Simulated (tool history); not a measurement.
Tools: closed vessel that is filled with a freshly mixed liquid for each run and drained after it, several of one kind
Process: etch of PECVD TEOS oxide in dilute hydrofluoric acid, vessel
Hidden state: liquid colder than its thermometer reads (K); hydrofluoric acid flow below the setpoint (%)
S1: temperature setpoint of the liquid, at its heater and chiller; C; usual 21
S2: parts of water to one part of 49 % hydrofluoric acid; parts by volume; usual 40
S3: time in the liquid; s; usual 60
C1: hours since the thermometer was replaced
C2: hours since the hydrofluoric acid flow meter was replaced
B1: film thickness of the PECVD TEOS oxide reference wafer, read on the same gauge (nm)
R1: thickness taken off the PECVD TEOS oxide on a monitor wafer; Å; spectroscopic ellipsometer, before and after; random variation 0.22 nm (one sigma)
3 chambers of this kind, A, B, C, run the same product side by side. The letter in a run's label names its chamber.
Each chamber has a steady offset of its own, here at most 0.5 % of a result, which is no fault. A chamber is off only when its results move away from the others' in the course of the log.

Run 1B, hour 8.2: usual settings; C1 857.6; C2 453.1; B1 140.04. Result: R1 302.59 Å.
Run 2A, hour 13.1: usual settings; C1 1502.7; C2 949.1; B1 139.98. Result: R1 304.75 Å.
Run 3C, hour 17: usual settings; C1 56.9; C2 799.8; B1 139.97. Result: R1 301.59 Å.
Run 4C, hour 21.6: usual settings; C1 61.5; C2 804.4; B1 140.01. Result: R1 305.42 Å.
Run 5B, hour 29.1: usual settings; C1 878.5; C2 474; B1 140.02. Result: R1 307.41 Å.
Run 6A, hour 33: usual settings; C1 1522.6; C2 969; B1 140.04. Result: R1 303.17 Å.
Run 7A, hour 40: usual settings but S2 25 parts by volume; C1 1529.6; C2 976; B1 140. Result: R1 493.47 Å.
Run 8B, hour 45.7: usual settings but S2 25 parts by volume; C1 895.1; C2 490.6; B1 140.03. Result: R1 506.58 Å.
Run 9C, hour 53.3: usual settings but S2 25 parts by volume; C1 93.2; C2 836.1; B1 140. Result: R1 498.58 Å.
Run 10B, hour 58.9: usual settings; C1 908.3; C2 503.8; B1 139.98. Result: R1 306.52 Å.
Run 11A, hour 64.9: usual settings but S1 26 C, S2 30 parts by volume; C1 1554.5; C2 1000.9; B1 140.03. Result: R1 505.4 Å.
Run 12C, hour 69.9: usual settings but S1 26 C, S2 30 parts by volume; C1 109.8; C2 852.7; B1 140.03. Result: R1 516.86 Å.
Run 13B, hour 75.2: usual settings but S1 26 C, S2 30 parts by volume; C1 924.6; C2 520.1; B1 139.96. Result: R1 502.3 Å.
Run 14C, hour 82.8: usual settings but S1 19 C, S3 75 s; C1 122.7; C2 865.6; B1 140.05. Result: R1 351.61 Å.
Run 15A, hour 87.6: usual settings but S1 19 C, S3 75 s; C1 1577.2; C2 1023.6; B1 140.05. Result: R1 353.83 Å.
Run 16C, hour 94.3: usual settings but S1 19 C, S3 75 s; C1 134.2; C2 877.1; B1 139.99. Result: R1 353.25 Å.
Run 17B, hour 99.5: usual settings; C1 948.9; C2 544.4; B1 139.98. Result: R1 298.09 Å.
Run 18A, hour 106.4: usual settings; C1 1596; C2 1042.4; B1 140.01. Result: R1 305.32 Å.
Run 19A, hour 111.6: usual settings; C1 1601.2; C2 1047.6; B1 139.93. Result: R1 306.81 Å.
At hour 112.5: chamber A: hydrofluoric acid flow meter replaced.
Run 20B, hour 119.8: usual settings; C1 969.2; C2 564.7; B1 140.04. Result: R1 293.7 Å.
Run 21C, hour 126: usual settings; C1 165.9; C2 908.8; B1 140.01. Result: R1 301.31 Å.
Run 22A, hour 134.1: usual settings; C1 1623.7; C2 21.6; B1 139.99. Result: R1 304.63 Å.
Run 23C, hour 138.5: usual settings; C1 178.4; C2 921.3; B1 140.01. Result: R1 310.34 Å.
Run 24B, hour 146: usual settings; C1 995.4; C2 590.9; B1 140.02. Result: R1 289.67 Å.
Run 25A, hour 150.4: usual settings; C1 1640; C2 37.9; B1 140.02. Result: R1 305.71 Å.

All 3 chambers run these settings next. Forecast each chamber's results:
Run 26A, hour 156.6: usual settings. Result: R1 ?.
Run 26B, hour 156.6: usual settings. Result: R1 ?.
Run 26C, hour 156.6: usual settings. Result: R1 ?.

run      R1
26A  303.64
26B  290.49
26C  303.38
